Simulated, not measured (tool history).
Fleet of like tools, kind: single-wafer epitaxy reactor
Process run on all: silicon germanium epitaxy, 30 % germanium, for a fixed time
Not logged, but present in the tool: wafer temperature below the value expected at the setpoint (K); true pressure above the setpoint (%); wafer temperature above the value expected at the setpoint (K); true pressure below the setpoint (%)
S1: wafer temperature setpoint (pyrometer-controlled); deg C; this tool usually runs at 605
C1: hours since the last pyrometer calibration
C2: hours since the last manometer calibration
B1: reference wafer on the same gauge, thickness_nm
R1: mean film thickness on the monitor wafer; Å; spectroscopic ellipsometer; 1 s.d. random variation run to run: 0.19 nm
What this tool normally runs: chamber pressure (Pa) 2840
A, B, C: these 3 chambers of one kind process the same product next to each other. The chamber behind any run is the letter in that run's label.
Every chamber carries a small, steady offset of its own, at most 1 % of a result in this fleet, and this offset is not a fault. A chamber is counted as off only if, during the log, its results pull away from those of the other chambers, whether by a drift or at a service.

{"run": "1C", "day": 0.167, "S1": 605, "chamber pressure (Pa)": 2840, "C1": 508.9, "C2": 290.2, "B1": 58.752, "R1": 663.17}
{"run": "2B", "day": 0.333, "S1": 605, "chamber pressure (Pa)": 2840, "C1": 425.9, "C2": 1174.5, "B1": 58.803, "R1": 665.51}
{"run": "3A", "day": 0.425, "S1": 605, "chamber pressure (Pa)": 2840, "C1": 610.3, "C2": 1986, "B1": 58.823, "R1": 658.7}
{"run": "4A", "day": 0.529, "S1": 605, "chamber pressure (Pa)": 2840, "C1": 612.8, "C2": 1988.5, "B1": 58.792, "R1": 656.55}
{"run": "5C", "day": 0.65, "S1": 605, "chamber pressure (Pa)": 2840, "C1": 520.5, "C2": 301.8, "B1": 58.808, "R1": 661.24}
{"run": "6B", "day": 0.8, "S1": 605, "chamber pressure (Pa)": 2840, "C1": 437.1, "C2": 1185.7, "B1": 58.799, "R1": 663.43}
{"run": "7C", "day": 0.954, "S1": 605, "chamber pressure (Pa)": 2840, "C1": 527.8, "C2": 309.1, "B1": 58.778, "R1": 660.32}
{"run": "8B", "day": 1.05, "S1": 605, "chamber pressure (Pa)": 2840, "C1": 443.1, "C2": 1191.7, "B1": 58.81, "R1": 663.17}
{"run": "9A", "day": 1.217, "S1": 618, "chamber pressure (Pa)": 2840, "C1": 629.3, "C2": 2005, "B1": 58.79, "R1": 832.84}
{"run": "10A", "day": 1.392, "S1": 618, "chamber pressure (Pa)": 2840, "C1": 633.5, "C2": 2009.2, "B1": 58.824, "R1": 824.69}
{"run": "11B", "day": 1.471, "S1": 618, "chamber pressure (Pa)": 2840, "C1": 453.2, "C2": 1201.8, "B1": 58.791, "R1": 835.23}
{"run": "12C", "day": 1.558, "S1": 614, "chamber pressure (Pa)": 2493, "C1": 542.3, "C2": 323.6, "B1": 58.786, "R1": 739.98}
{"run": "13A", "day": 1.733, "S1": 614, "chamber pressure (Pa)": 2493, "C1": 641.7, "C2": 2017.4, "B1": 58.792, "R1": 731.18}
{"run": "14C", "day": 1.821, "S1": 614, "chamber pressure (Pa)": 2493, "C1": 548.6, "C2": 329.9, "B1": 58.8, "R1": 740.65}
{"run": "15B", "day": 1.917, "S1": 605, "chamber pressure (Pa)": 2840, "C1": 463.9, "C2": 1212.5, "B1": 58.807, "R1": 664.44}
{"run": "16B", "day": 2.067, "S1": 605, "chamber pressure (Pa)": 2840, "C1": 467.5, "C2": 1216.1, "B1": 58.789, "R1": 663.69}
{"run": "17A", "day": 2.15, "S1": 600, "chamber pressure (Pa)": 2613, "C1": 651.7, "C2": 2027.4, "B1": 58.843, "R1": 577.78}
{"run": "18C", "day": 2.317, "S1": 600, "chamber pressure (Pa)": 2613, "C1": 560.5, "C2": 341.8, "B1": 58.783, "R1": 585.55}
{"run": "19C", "day": 2.475, "S1": 600, "chamber pressure (Pa)": 2613, "C1": 564.3, "C2": 345.6, "B1": 58.845, "R1": 583.08}
{"run": "20B", "day": 2.567, "S1": 605, "chamber pressure (Pa)": 2840, "C1": 479.5, "C2": 1228.1, "B1": 58.775, "R1": 661.47}
{"run": "21A", "day": 2.692, "S1": 605, "chamber pressure (Pa)": 2213, "C1": 664.7, "C2": 2040.4, "B1": 58.827, "R1": 586.66}
{"run": "22A", "day": 2.846, "S1": 605, "chamber pressure (Pa)": 2213, "C1": 668.4, "C2": 2044.1, "B1": 58.763, "R1": 582.18}
{"run": "23B", "day": 2.975, "S1": 605, "chamber pressure (Pa)": 2213, "C1": 489.3, "C2": 1237.9, "B1": 58.795, "R1": 597.43}
{"run": "24C", "day": 3.096, "S1": 605, "chamber pressure (Pa)": 2840, "C1": 579.2, "C2": 360.5, "B1": 58.792, "R1": 659.13}
{"run": "25B", "day": 3.242, "S1": 612, "chamber pressure (Pa)": 2840, "C1": 495.7, "C2": 1244.3, "B1": 58.809, "R1": 750.48}
{"run": "26A", "day": 3.421, "S1": 612, "chamber pressure (Pa)": 2840, "C1": 682.2, "C2": 2057.9, "B1": 58.78, "R1": 727.14}
{"run": "27C", "day": 3.562, "S1": 612, "chamber pressure (Pa)": 2840, "C1": 590.4, "C2": 371.7, "B1": 58.785, "R1": 750.45}
{"run": "28A", "day": 3.658, "S1": 605, "chamber pressure (Pa)": 2840, "C1": 687.9, "C2": 2063.6, "B1": 58.83, "R1": 641.09}
{"run": "29B", "day": 3.838, "S1": 605, "chamber pressure (Pa)": 2840, "C1": 510, "C2": 1258.6, "B1": 58.777, "R1": 666.53}
{"run": "30C", "day": 3.933, "S1": 591, "chamber pressure (Pa)": 2573, "C1": 599.3, "C2": 380.6, "B1": 58.761, "R1": 492.42}

Is one chamber out of step, is the gauge drifting, or do the chambers differ by no more than their own small offsets? For an off chamber, give its letter and the likeliest cause.

Little by little, chamber A moves away from the other chambers.
Likeliest cause: wafer temperature below the value expected at the setpoint (K) = 1.83.
The log might look much the same if the cause were instead: true pressure below the setpoint (%).

Below are 4 candidate recipes for chamber A's next run, each the usual settings with a change, their results shown as question marks. Which of them brings A's results back in line with what the other chambers give on the usual settings?
In line means no further than this from the other chambers' mean on the usual settings: R1 6.5 Å
{"run": "31A-1", "day": 4.058, "S1": 602, "chamber pressure (Pa)": 2786, "R1": "?"}
{"run": "31A-2", "day": 4.058, "S1": 605, "chamber pressure (Pa)": 2586, "R1": "?"}
{"run": "31A-3", "day": 4.058, "S1": 607, "chamber pressure (Pa)": 2840, "R1": "?"}
{"run": "31A-4", "day": 4.058, "S1": 608, "chamber pressure (Pa)": 2906, "R1": "?"}

Usual-settings mean across the other chambers: R1 661.85 Å
run=31A-1 R1=598.85
run=31A-2 R1=613.02
run=31A-3 R1=660.55
run=31A-4 R1=678.98
31A-3 brings the chamber back in line.
